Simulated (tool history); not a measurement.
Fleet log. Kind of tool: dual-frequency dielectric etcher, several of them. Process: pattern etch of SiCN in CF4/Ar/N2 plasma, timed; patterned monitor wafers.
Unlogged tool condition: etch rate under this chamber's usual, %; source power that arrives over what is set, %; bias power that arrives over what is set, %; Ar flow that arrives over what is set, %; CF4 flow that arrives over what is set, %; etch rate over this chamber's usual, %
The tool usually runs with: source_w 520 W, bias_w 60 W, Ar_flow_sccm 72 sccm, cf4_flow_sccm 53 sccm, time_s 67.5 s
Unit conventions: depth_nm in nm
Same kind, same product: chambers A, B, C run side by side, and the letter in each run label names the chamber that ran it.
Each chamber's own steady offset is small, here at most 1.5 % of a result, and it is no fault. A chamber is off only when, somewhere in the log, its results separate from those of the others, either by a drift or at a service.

| run | hour | source_w | bias_w | Ar_flow_sccm | cf4_flow_sccm | time_s | hours since the last wet clean | hours since the last source power generator calibration | hours since the last bias power generator calibration | hours since the last Ar flow controller change | hours since the last CF4 flow controller change | read-back reference wafer on the same gauge, depth_nm | depth_nm |
|---|---|---|---|---|---|---|---|---|---|---|---|---|---|
|  | 5.6 | chamber C: wet clean of the chamber |
| 1C | 10.1 | 520 | 60 | 72 | 53 | 67.5 | 4.5 | 893.1 | 360.2 | 833.5 | 2092.5 | 63.767 | 61.803 |
| 2A | 20.5 | 520 | 60 | 72 | 53 | 67.5 | 369.2 | 2575.3 | 1696.8 | 3398.7 | 69.3 | 63.776 | 62.352 |
| 3B | 27.9 | 520 | 60 | 72 | 53 | 67.5 | 134.8 | 716.9 | 2016 | 1400.7 | 80.9 | 63.747 | 62.484 |
| 4A | 38.4 | 520 | 60 | 72 | 53 | 67.5 | 387.1 | 2593.2 | 1714.7 | 3416.6 | 87.2 | 63.715 | 62.545 |
| 5C | 44.4 | 520 | 60 | 72 | 53 | 67.5 | 38.8 | 927.4 | 394.5 | 867.8 | 2126.8 | 63.723 | 61.661 |
| 6B | 52.2 | 520 | 60 | 72 | 53 | 67.5 | 159.1 | 741.2 | 2040.3 | 1425 | 105.2 | 63.735 | 62.391 |
| 7B | 60 | 520 | 60 | 72 | 53 | 67.5 | 166.9 | 749 | 2048.1 | 1432.8 | 113 | 63.714 | 62.579 |
| 8C | 70.3 | 520 | 60 | 72 | 53 | 67.5 | 64.7 | 953.3 | 420.4 | 893.7 | 2152.7 | 63.697 | 61.504 |
| 9A | 76 | 520 | 60 | 72 | 53 | 67.5 | 424.7 | 2630.8 | 1752.3 | 3454.2 | 124.8 | 63.711 | 62.408 |
| 10A | 82.3 | 520 | 60 | 72 | 53 | 67.5 | 431 | 2637.1 | 1758.6 | 3460.5 | 131.1 | 63.696 | 62.246 |
| 11C | 93.2 | 520 | 60 | 72 | 53 | 67.5 | 87.6 | 976.2 | 443.3 | 916.6 | 2175.6 | 63.669 | 61.588 |
| 12B | 103.2 | 520 | 60 | 72 | 53 | 67.5 | 210.1 | 792.2 | 2091.3 | 1476 | 156.2 | 63.636 | 62.372 |
| 13A | 108.5 | 520 | 60 | 72 | 53 | 67.5 | 457.2 | 2663.3 | 1784.8 | 3486.7 | 157.3 | 63.66 | 62.39 |
| 14B | 113.6 | 520 | 60 | 72 | 53 | 67.5 | 220.5 | 802.6 | 2101.7 | 1486.4 | 166.6 | 63.615 | 62.448 |
| 15C | 120.5 | 520 | 60 | 72 | 53 | 67.5 | 114.9 | 1003.5 | 470.6 | 943.9 | 2202.9 | 63.633 | 61.607 |
| 16C | 128.3 | 520 | 60 | 72 | 53 | 67.5 | 122.7 | 1011.3 | 478.4 | 951.7 | 2210.7 | 63.633 | 61.433 |
|  | 129.9 | chamber A: wet clean of the chamber |
| 17A | 135 | 520 | 60 | 72 | 53 | 67.5 | 5.2 | 2689.8 | 1811.3 | 3513.2 | 183.8 | 63.585 | 62.401 |
| 18B | 146.4 | 520 | 60 | 72 | 53 | 67.5 | 253.3 | 835.4 | 2134.5 | 1519.2 | 199.4 | 63.587 | 62.441 |
| 19B | 154.9 | 520 | 60 | 72 | 41 | 67.5 | 261.8 | 843.9 | 2143 | 1527.7 | 207.9 | 63.601 | 59.694 |
| 20A | 162.2 | 520 | 60 | 72 | 41 | 67.5 | 32.4 | 2717 | 1838.5 | 3540.4 | 211 | 63.557 | 59.857 |
| 21C | 170.2 | 520 | 60 | 72 | 41 | 67.5 | 164.6 | 1053.2 | 520.3 | 993.6 | 2252.6 | 63.536 | 58.978 |
| 22B | 178.8 | 520 | 60 | 72 | 53 | 67.5 | 285.7 | 867.8 | 2166.9 | 1551.6 | 231.8 | 63.541 | 62.351 |
|  | 188.9 | chamber A: source power generator calibrated |
| 23A | 189 | 520 | 60 | 72 | 53 | 67.5 | 59.2 | 0.2 | 1865.3 | 3567.2 | 237.8 | 63.508 | 62.388 |
| 24C | 196.7 | 520 | 60 | 72 | 53 | 67.5 | 191.1 | 1079.7 | 546.8 | 1020.1 | 2279.1 | 63.516 | 61.378 |
|  | 197.2 | chamber B: Ar flow controller replaced |
| 25C | 205.8 | 520 | 60 | 58 | 53 | 67.5 | 200.2 | 1088.8 | 555.9 | 1029.2 | 2288.2 | 63.493 | 63.562 |
| 26A | 216.8 | 520 | 60 | 58 | 53 | 67.5 | 87 | 28 | 1893.1 | 3595 | 265.6 | 63.467 | 64.649 |
| 27B | 227.8 | 520 | 60 | 58 | 53 | 67.5 | 334.7 | 916.8 | 2215.9 | 30.7 | 280.8 | 63.442 | 64.371 |
| 28A | 237.2 | 520 | 60 | 72 | 53 | 67.5 | 107.4 | 48.4 | 1913.5 | 3615.4 | 286 | 63.469 | 62.239 |
| 29C | 247.7 | 520 | 60 | 72 | 53 | 67.5 | 242.1 | 1130.7 | 597.8 | 1071.1 | 2330.1 | 63.429 | 61.542 |
| 30B | 258.4 | 520 | 60 | 72 | 53 | 67.5 | 365.3 | 947.4 | 2246.5 | 61.3 | 311.4 | 63.427 | 62.047 |
| 31C | 266.1 | 610 | 60 | 72 | 53 | 67.5 | 260.5 | 1149.1 | 616.2 | 1089.5 | 2348.5 | 63.399 | 70.541 |
| 32B | 277 | 610 | 60 | 72 | 53 | 67.5 | 383.9 | 966 | 2265.1 | 79.9 | 330 | 63.366 | 71.53 |
| 33A | 283.7 | 610 | 60 | 72 | 53 | 67.5 | 153.9 | 94.9 | 1960 | 3661.9 | 332.5 | 63.375 | 71.471 |
| 34C | 290.9 | 520 | 60 | 72 | 53 | 67.5 | 285.3 | 1173.9 | 641 | 1114.3 | 2373.3 | 63.381 | 61.07 |

Is one chamber off against the others, does the gauge drift, or is nothing wrong? If a chamber is off, say which, and what the likeliest cause is.

Gauge drift. The chambers move together only on paper, and none stands off.
Likeliest cause: gauge reads low (%) = 0.708.

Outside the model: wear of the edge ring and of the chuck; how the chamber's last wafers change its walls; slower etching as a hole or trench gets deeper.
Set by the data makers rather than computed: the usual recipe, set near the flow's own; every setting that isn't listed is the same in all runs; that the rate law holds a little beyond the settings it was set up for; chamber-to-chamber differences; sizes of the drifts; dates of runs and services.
